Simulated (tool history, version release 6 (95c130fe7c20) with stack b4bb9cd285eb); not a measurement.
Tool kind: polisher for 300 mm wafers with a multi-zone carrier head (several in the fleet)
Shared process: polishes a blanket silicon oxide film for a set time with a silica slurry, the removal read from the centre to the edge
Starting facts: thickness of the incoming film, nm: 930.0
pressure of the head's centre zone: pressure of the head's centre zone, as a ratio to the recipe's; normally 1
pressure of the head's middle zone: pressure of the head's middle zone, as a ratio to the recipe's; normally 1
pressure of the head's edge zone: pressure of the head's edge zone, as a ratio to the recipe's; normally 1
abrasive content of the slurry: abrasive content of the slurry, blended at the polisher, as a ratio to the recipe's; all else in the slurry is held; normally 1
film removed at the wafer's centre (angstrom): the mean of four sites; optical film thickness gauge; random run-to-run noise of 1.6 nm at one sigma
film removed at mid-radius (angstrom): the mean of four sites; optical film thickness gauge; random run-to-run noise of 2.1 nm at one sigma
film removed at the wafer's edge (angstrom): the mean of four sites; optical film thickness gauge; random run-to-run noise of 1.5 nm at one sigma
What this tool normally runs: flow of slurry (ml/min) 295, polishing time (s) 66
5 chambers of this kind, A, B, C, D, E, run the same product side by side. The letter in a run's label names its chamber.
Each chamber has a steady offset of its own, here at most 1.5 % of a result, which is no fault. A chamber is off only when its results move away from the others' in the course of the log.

run	hour	flow of slurry (ml/min)	pressure of the head's centre zone	pressure of the head's middle zone	pressure of the head's edge zone	abrasive content of the slurry	polishing time (s)	film removed at the wafer's centre (angstrom)	film removed at mid-radius (angstrom)	film removed at the wafer's edge (angstrom)
# hour 3.8: chamber A: centre zone pressure recalibrated
1A	4	295	1	1	1	1	66	2159.8	2111.3	2127.6
2C	10.3	295	1	1	1	1	66	2085.8	2134.9	2132.6
# hour 14.5: chamber D: worn pad replaced by a new one
3E	15.6	295	1	1	1	1	66	2136	2123.8	2111.5
# hour 19.7: chamber E: worn pad replaced by a new one
4B	21.3	295	1	1	1	1	66	2150.6	2104.1	2113
5D	26.8	295	1	1	1	1	66	2108.6	2116.3	2120.4
6A	30.3	295	1	1	1.11	1	66	2164.1	2120.8	2270.9
7D	35.6	295	1	1	1.11	1	66	2121.5	2136	2246
# hour 37.7: chamber C: worn pad replaced by a new one
8C	38.9	295	1	1	1.11	1	66	2099.5	2141.3	2242.6
9E	42.3	295	1	1	1.11	1	66	2109.4	2131.9	2229.2
10B	48	295	1	1	1.11	1	66	2149.8	2090	2247.8
11D	54.2	295	1	1	1	1	66	2088.3	2085.1	2092.3
# hour 56.4: chamber C: slurry nozzle cleaned
# hour 58: chamber B: worn pad replaced by a new one
12C	60.6	295	1	1	1	1	66	2117	2158.5	2128.8
# hour 61.7: chamber A: worn pad replaced by a new one
13A	65.2	295	1	1	1	1	66	2136.3	2148.8	2102.3
14B	69	295	1	1	1	1	66	2145.6	2117.3	2128.1
# hour 74.4: chamber E: centre zone pressure recalibrated
15E	75	295	1	1	1	1	66	2255.6	2093.5	2110
# hour 75.2: chamber E: worn pad replaced by a new one
16D	80.3	295	1	1	1	1	66	2106.6	2081.4	2111.8
# hour 82.1: chamber C: worn pad replaced by a new one
17E	83.8	295	1	1	1	1	66	2271.1	2138	2121.6
18C	89	295	1	1	1	1.2	66	2302.8	2347	2290.6
19B	92	295	1	1	1	1.2	66	2297.1	2287.8	2279.8
20A	95.4	295	1	1	1	1.2	66	2272.6	2303.1	2323.4
21C	102.1	295	1	1	1	1.2	66	2309.7	2311.7	2308.8
22D	107.7	295	1	1	1	1.2	66	2297.6	2256.7	2284
23E	112.1	295	1	1	1	1	66	2261.4	2137.5	2100.1
# hour 113.2: chamber D: worn pad replaced by a new one
24B	116.1	295	1	1	1	1	66	2149	2153.4	2119
# hour 118.5: chamber E: worn pad replaced by a new one
25A	119.3	295	1	1	1	1	66	2141.8	2149.8	2140.6
26D	124.7	295	1	0.89	1	1	66	2124.6	1904.1	2129.8
# hour 125.1: chamber C: worn pad replaced by a new one
# hour 127.5: chamber A: worn pad replaced by a new one
27A	128.5	295	1	0.89	1	1	66	2110.8	1939.7	2139.4
# hour 132.1: chamber D: edge zone pressure recalibrated
28B	133.7	295	1	0.89	1	1	66	2154.1	1909.7	2111.1
29E	138.2	295	1	0.89	1	1	66	2254.9	1922.3	2091.5
30C	143.4	295	1	0.89	1	1	66	2137.9	1906.7	2138.2
31C	146.7	295	1	1	1	1	66	2112.5	2180.7	2144.5
32B	153.1	295	1	1	1	1	66	2115.7	2135.3	2142
33D	156.3	295	1	1	1	0.8	66	1898.8	1879.7	1868.7
34E	160.3	295	1	1	1	0.8	66	1989.9	1920.1	1888.3

For the next run the whole fleet of 5 chambers uses the same settings. Give each chamber's results:
35A	165.1	295	1	1	1	0.8	66	?	?	?
35B	165.1	295	1	1	1	0.8	66	?	?	?
35C	165.1	295	1	1	1	0.8	66	?	?	?
35D	165.1	295	1	1	1	0.8	66	?	?	?
35E	165.1	295	1	1	1	0.8	66	?	?	?

run	film removed at the wafer's centre (angstrom)	film removed at mid-radius (angstrom)	film removed at the wafer's edge (angstrom)
35A	1909.9	1906.3	1928.3
35B	1906.9	1928.4	1883.2
35C	1900.5	1933.6	1891.3
35D	1897.2	1916.9	1887.1
35E	2022.4	1901.2	1891.1
